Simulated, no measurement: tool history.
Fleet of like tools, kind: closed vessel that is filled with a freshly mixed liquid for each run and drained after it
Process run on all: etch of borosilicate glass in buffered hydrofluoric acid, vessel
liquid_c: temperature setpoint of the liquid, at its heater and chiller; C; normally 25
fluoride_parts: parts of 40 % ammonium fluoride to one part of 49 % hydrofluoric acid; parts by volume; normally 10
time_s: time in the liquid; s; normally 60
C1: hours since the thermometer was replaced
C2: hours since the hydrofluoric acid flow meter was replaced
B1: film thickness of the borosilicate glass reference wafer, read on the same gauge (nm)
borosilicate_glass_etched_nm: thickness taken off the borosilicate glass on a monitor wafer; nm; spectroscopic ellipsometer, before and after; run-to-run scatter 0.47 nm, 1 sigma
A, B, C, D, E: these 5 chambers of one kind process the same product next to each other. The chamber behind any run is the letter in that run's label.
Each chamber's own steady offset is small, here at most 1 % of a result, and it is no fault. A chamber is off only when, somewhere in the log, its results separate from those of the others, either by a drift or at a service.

{"run": "1A", "hour": 4.5, "liquid_c": 25, "fluoride_parts": 10, "time_s": 60, "C1": 825.5, "C2": 758.5, "B1": 79.99, "borosilicate_glass_etched_nm": 78.416}
{"run": "2D", "hour": 8.9, "liquid_c": 25, "fluoride_parts": 10, "time_s": 60, "C1": 1075.6, "C2": 1052.4, "B1": 79.984, "borosilicate_glass_etched_nm": 79.052}
{"run": "3B", "hour": 12.5, "liquid_c": 25, "fluoride_parts": 10, "time_s": 60, "C1": 250.7, "C2": 782, "B1": 79.996, "borosilicate_glass_etched_nm": 78.402}
{"run": "4C", "hour": 16.3, "liquid_c": 25, "fluoride_parts": 10, "time_s": 60, "C1": 515.7, "C2": 1884.2, "B1": 79.981, "borosilicate_glass_etched_nm": 78.826}
{"run": "5E", "hour": 21.0, "liquid_c": 25, "fluoride_parts": 6.5, "time_s": 35, "C1": 410.4, "C2": 1572.5, "B1": 79.994, "borosilicate_glass_etched_nm": 69.449}
{"run": "6B", "hour": 25.7, "liquid_c": 25, "fluoride_parts": 6.5, "time_s": 35, "C1": 263.9, "C2": 795.2, "B1": 80.015, "borosilicate_glass_etched_nm": 68.812}
{"run": "7A", "hour": 30.2, "liquid_c": 25, "fluoride_parts": 6.5, "time_s": 35, "C1": 851.2, "C2": 784.2, "B1": 80.007, "borosilicate_glass_etched_nm": 70.024}
{"run": "8D", "hour": 35.1, "liquid_c": 25, "fluoride_parts": 6.5, "time_s": 35, "C1": 1101.8, "C2": 1078.6, "B1": 79.985, "borosilicate_glass_etched_nm": 69.298}
{"run": "9C", "hour": 38.5, "liquid_c": 25, "fluoride_parts": 6.5, "time_s": 35, "C1": 537.9, "C2": 1906.4, "B1": 80.022, "borosilicate_glass_etched_nm": 69.456}
{"run": "10E", "hour": 42.0, "liquid_c": 25, "fluoride_parts": 10, "time_s": 60, "C1": 431.4, "C2": 1593.5, "B1": 80.003, "borosilicate_glass_etched_nm": 78.796}
{"run": "11C", "hour": 44.7, "liquid_c": 25, "fluoride_parts": 10, "time_s": 60, "C1": 544.1, "C2": 1912.6, "B1": 79.998, "borosilicate_glass_etched_nm": 78.363}
{"run": "12B", "hour": 49.7, "liquid_c": 25, "fluoride_parts": 10, "time_s": 60, "C1": 287.9, "C2": 819.2, "B1": 80.009, "borosilicate_glass_etched_nm": 78.253}
{"hour": 51.4, "done": "chamber E: hydrofluoric acid flow meter replaced"}
{"run": "13E", "hour": 54.2, "liquid_c": 25, "fluoride_parts": 10, "time_s": 60, "C1": 443.6, "C2": 2.9, "B1": 80.015, "borosilicate_glass_etched_nm": 79.633}
{"run": "14D", "hour": 58.8, "liquid_c": 25, "fluoride_parts": 10, "time_s": 60, "C1": 1125.5, "C2": 1102.3, "B1": 79.996, "borosilicate_glass_etched_nm": 79.173}
{"run": "15A", "hour": 63.2, "liquid_c": 25, "fluoride_parts": 8.5, "time_s": 60, "C1": 884.2, "C2": 817.2, "B1": 80.014, "borosilicate_glass_etched_nm": 90.931}
{"run": "16B", "hour": 65.9, "liquid_c": 25, "fluoride_parts": 8.5, "time_s": 60, "C1": 304.1, "C2": 835.4, "B1": 80.006, "borosilicate_glass_etched_nm": 89.83}
{"run": "17C", "hour": 68.2, "liquid_c": 25, "fluoride_parts": 8.5, "time_s": 60, "C1": 567.6, "C2": 1936.1, "B1": 80.011, "borosilicate_glass_etched_nm": 91.349}
{"run": "18E", "hour": 72.0, "liquid_c": 25, "fluoride_parts": 8.5, "time_s": 60, "C1": 461.4, "C2": 20.7, "B1": 80.007, "borosilicate_glass_etched_nm": 90.161}
{"run": "19A", "hour": 76.1, "liquid_c": 25, "fluoride_parts": 8.5, "time_s": 60, "C1": 897.1, "C2": 830.1, "B1": 80.01, "borosilicate_glass_etched_nm": 91.306}
{"run": "20D", "hour": 80.5, "liquid_c": 25, "fluoride_parts": 10, "time_s": 60, "C1": 1147.2, "C2": 1124, "B1": 80.006, "borosilicate_glass_etched_nm": 78.708}
{"run": "21B", "hour": 84.0, "liquid_c": 25, "fluoride_parts": 10, "time_s": 60, "C1": 322.2, "C2": 853.5, "B1": 79.999, "borosilicate_glass_etched_nm": 79.252}
{"run": "22A", "hour": 86.8, "liquid_c": 25, "fluoride_parts": 10, "time_s": 60, "C1": 907.8, "C2": 840.8, "B1": 80.004, "borosilicate_glass_etched_nm": 79.843}
{"run": "23C", "hour": 89.4, "liquid_c": 25, "fluoride_parts": 10, "time_s": 60, "C1": 588.8, "C2": 1957.3, "B1": 80.011, "borosilicate_glass_etched_nm": 79.033}
{"run": "24E", "hour": 91.6, "liquid_c": 25, "fluoride_parts": 10, "time_s": 60, "C1": 481, "C2": 40.3, "B1": 80.016, "borosilicate_glass_etched_nm": 78.624}
{"run": "25D", "hour": 96.3, "liquid_c": 25, "fluoride_parts": 10, "time_s": 60, "C1": 1163, "C2": 1139.8, "B1": 80.024, "borosilicate_glass_etched_nm": 78.605}
{"run": "26E", "hour": 101.0, "liquid_c": 25, "fluoride_parts": 10, "time_s": 60, "C1": 490.4, "C2": 49.7, "B1": 79.978, "borosilicate_glass_etched_nm": 77.015}
{"run": "27D", "hour": 105.3, "liquid_c": 25, "fluoride_parts": 10, "time_s": 60, "C1": 1172, "C2": 1148.8, "B1": 79.999, "borosilicate_glass_etched_nm": 79.335}
{"run": "28B", "hour": 107.8, "liquid_c": 25, "fluoride_parts": 10, "time_s": 60, "C1": 346, "C2": 877.3, "B1": 80.001, "borosilicate_glass_etched_nm": 78.321}
{"run": "29A", "hour": 112.2, "liquid_c": 25, "fluoride_parts": 10, "time_s": 60, "C1": 933.2, "C2": 866.2, "B1": 79.996, "borosilicate_glass_etched_nm": 79.959}
{"run": "30C", "hour": 115.6, "liquid_c": 25, "fluoride_parts": 10, "time_s": 60, "C1": 615, "C2": 1983.5, "B1": 80.017, "borosilicate_glass_etched_nm": 78.994}
{"run": "31D", "hour": 118.5, "liquid_c": 25, "fluoride_parts": 10, "time_s": 60, "C1": 1185.2, "C2": 1162, "B1": 79.996, "borosilicate_glass_etched_nm": 79.663}
{"run": "32A", "hour": 122.9, "liquid_c": 25, "fluoride_parts": 10, "time_s": 60, "C1": 943.9, "C2": 876.9, "B1": 79.99, "borosilicate_glass_etched_nm": 79.269}
{"run": "33B", "hour": 125.8, "liquid_c": 23.5, "fluoride_parts": 8.5, "time_s": 60, "C1": 364, "C2": 895.3, "B1": 79.983, "borosilicate_glass_etched_nm": 83.02}
{"run": "34E", "hour": 130.4, "liquid_c": 23.5, "fluoride_parts": 8.5, "time_s": 60, "C1": 519.8, "C2": 79.1, "B1": 80.005, "borosilicate_glass_etched_nm": 82.901}
{"run": "35C", "hour": 132.8, "liquid_c": 23.5, "fluoride_parts": 8.5, "time_s": 60, "C1": 632.2, "C2": 2000.7, "B1": 80.006, "borosilicate_glass_etched_nm": 83.735}
{"run": "36B", "hour": 135.1, "liquid_c": 23.5, "fluoride_parts": 8.5, "time_s": 60, "C1": 373.3, "C2": 904.6, "B1": 79.987, "borosilicate_glass_etched_nm": 83.052}
{"run": "37D", "hour": 139.0, "liquid_c": 23.5, "fluoride_parts": 8.5, "time_s": 60, "C1": 1205.7, "C2": 1182.5, "B1": 80.013, "borosilicate_glass_etched_nm": 82.617}
{"run": "38A", "hour": 142.8, "liquid_c": 25, "fluoride_parts": 10, "time_s": 60, "C1": 963.8, "C2": 896.8, "B1": 80.024, "borosilicate_glass_etched_nm": 78.954}
{"run": "39E", "hour": 145.1, "liquid_c": 25, "fluoride_parts": 10, "time_s": 60, "C1": 534.5, "C2": 93.8, "B1": 79.996, "borosilicate_glass_etched_nm": 78.524}
{"run": "40C", "hour": 147.5, "liquid_c": 25, "fluoride_parts": 10, "time_s": 60, "C1": 646.9, "C2": 2015.4, "B1": 79.982, "borosilicate_glass_etched_nm": 79.083}
{"run": "41D", "hour": 149.9, "liquid_c": 25, "fluoride_parts": 10, "time_s": 60, "C1": 1216.6, "C2": 1193.4, "B1": 80.016, "borosilicate_glass_etched_nm": 79.838}
{"run": "42B", "hour": 154.0, "liquid_c": 25, "fluoride_parts": 10, "time_s": 60, "C1": 392.2, "C2": 923.5, "B1": 80.014, "borosilicate_glass_etched_nm": 78.308}
{"run": "43C", "hour": 156.7, "liquid_c": 29, "fluoride_parts": 10, "time_s": 30, "C1": 656.1, "C2": 2024.6, "B1": 79.989, "borosilicate_glass_etched_nm": 48.767}

The same settings go to every chamber for the next run, one line per chamber below. Forecast the results for each:
{"run": "44A", "hour": 160.4, "liquid_c": 25, "fluoride_parts": 10, "time_s": 60, "borosilicate_glass_etched_nm": "?"}
{"run": "44B", "hour": 160.4, "liquid_c": 25, "fluoride_parts": 10, "time_s": 60, "borosilicate_glass_etched_nm": "?"}
{"run": "44C", "hour": 160.4, "liquid_c": 25, "fluoride_parts": 10, "time_s": 60, "borosilicate_glass_etched_nm": "?"}
{"run": "44D", "hour": 160.4, "liquid_c": 25, "fluoride_parts": 10, "time_s": 60, "borosilicate_glass_etched_nm": "?"}
{"run": "44E", "hour": 160.4, "liquid_c": 25, "fluoride_parts": 10, "time_s": 60, "borosilicate_glass_etched_nm": "?"}

run=44A borosilicate_glass_etched_nm=79.643
run=44B borosilicate_glass_etched_nm=78.196
run=44C borosilicate_glass_etched_nm=79.194
run=44D borosilicate_glass_etched_nm=78.771
run=44E borosilicate_glass_etched_nm=78.147

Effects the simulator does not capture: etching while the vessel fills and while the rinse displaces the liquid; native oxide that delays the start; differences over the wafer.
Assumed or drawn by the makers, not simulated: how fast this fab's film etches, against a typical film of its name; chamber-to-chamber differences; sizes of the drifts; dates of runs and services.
